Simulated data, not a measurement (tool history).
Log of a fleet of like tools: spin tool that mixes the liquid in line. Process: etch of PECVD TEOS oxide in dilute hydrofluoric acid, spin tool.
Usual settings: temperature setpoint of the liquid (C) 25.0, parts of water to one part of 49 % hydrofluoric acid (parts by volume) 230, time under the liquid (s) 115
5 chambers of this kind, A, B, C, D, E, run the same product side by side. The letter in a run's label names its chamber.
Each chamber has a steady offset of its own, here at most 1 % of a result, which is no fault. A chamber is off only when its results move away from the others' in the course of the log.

run,day,temperature setpoint of the liquid (C),parts of water to one part of 49 % hydrofluoric acid (parts by volume),time under the liquid (s),"read-back film thickness of the PECVD TEOS oxide reference wafer, read on the same gauge (nm)",thickness taken off the PECVD TEOS oxide on a monitor wafer (Å)
1B,0.138,25.0,230,115,79.996,47.793
2E,0.300,25.0,230,115,79.988,47.539
# day 0.425: chamber D: thermometer replaced
3C,0.529,25.0,230,115,79.989,47.137
4A,0.788,25.0,230,115,79.995,47.439
5D,0.925,25.0,230,115,80.020,47.658
6D,1.071,25.0,230,50,79.985,20.561
7B,1.275,25.0,230,50,80.011,20.904
8C,1.442,25.0,230,50,80.000,20.446
9E,1.621,25.0,230,50,79.978,20.561
10A,1.879,25.0,230,50,79.984,20.491
11B,2.079,25.0,135,150,79.993,117.060
12D,2.208,25.0,135,150,79.997,117.600
13E,2.362,25.0,135,150,80.016,115.730
14C,2.538,25.0,135,150,80.007,116.710
15A,2.712,25.0,135,150,79.989,115.930
16C,2.904,25.0,230,115,80.020,46.861
17D,3.021,25.0,230,115,79.986,47.158
18A,3.192,25.0,230,115,79.990,46.516
19B,3.396,25.0,230,115,79.960,47.400
20E,3.521,25.0,230,115,79.968,47.715
21D,3.650,25.0,230,115,79.993,46.910
22A,3.875,25.0,230,115,80.000,45.869
23B,4.108,27.5,310,115,80.011,35.436
24C,4.254,27.5,310,115,79.957,34.711
25E,4.396,27.5,310,115,80.004,35.074
26D,4.550,27.5,310,115,80.026,35.077
27E,4.746,27.5,310,115,79.984,35.257
28B,4.938,25.0,230,115,79.988,47.455
29A,5.162,25.0,230,115,80.021,45.066
30C,5.400,28.0,270,115,80.018,42.354
31A,5.554,28.0,270,115,79.991,40.113
32B,5.721,28.0,270,115,80.035,43.338

What goes on in this fleet: one chamber off, a drifting gauge, or nothing beyond the chambers' own small offsets? Name the chamber and the cause, if any.

Chamber A drifts away from the others.
Cause: hydrofluoric acid flow below the setpoint (%) = 5.53.
The log may not tell that from: liquid colder than its thermometer reads (K).

Here are 4 candidates for chamber A's next run, each the usual settings with a change, their results left as question marks. Which one brings its results back in line with what the others give on the usual settings?
In line means no further than this from the other chambers' mean on the usual settings: thickness taken off the PECVD TEOS oxide on a monitor wafer (Å) 0.820
33A-1,5.908,25.0,225,120,,?
33A-2,5.908,25.0,235,115,,?
33A-3,5.908,25.0,225,115,,?
33A-4,5.908,25.0,235,110,,?

The other chambers' mean on the usual settings: thickness taken off the PECVD TEOS oxide on a monitor wafer (Å) 47.283
run,thickness taken off the PECVD TEOS oxide on a monitor wafer (Å)
33A-1,47.512
33A-2,43.099
33A-3,45.532
33A-4,41.225
33A-1 brings the chamber back in line.

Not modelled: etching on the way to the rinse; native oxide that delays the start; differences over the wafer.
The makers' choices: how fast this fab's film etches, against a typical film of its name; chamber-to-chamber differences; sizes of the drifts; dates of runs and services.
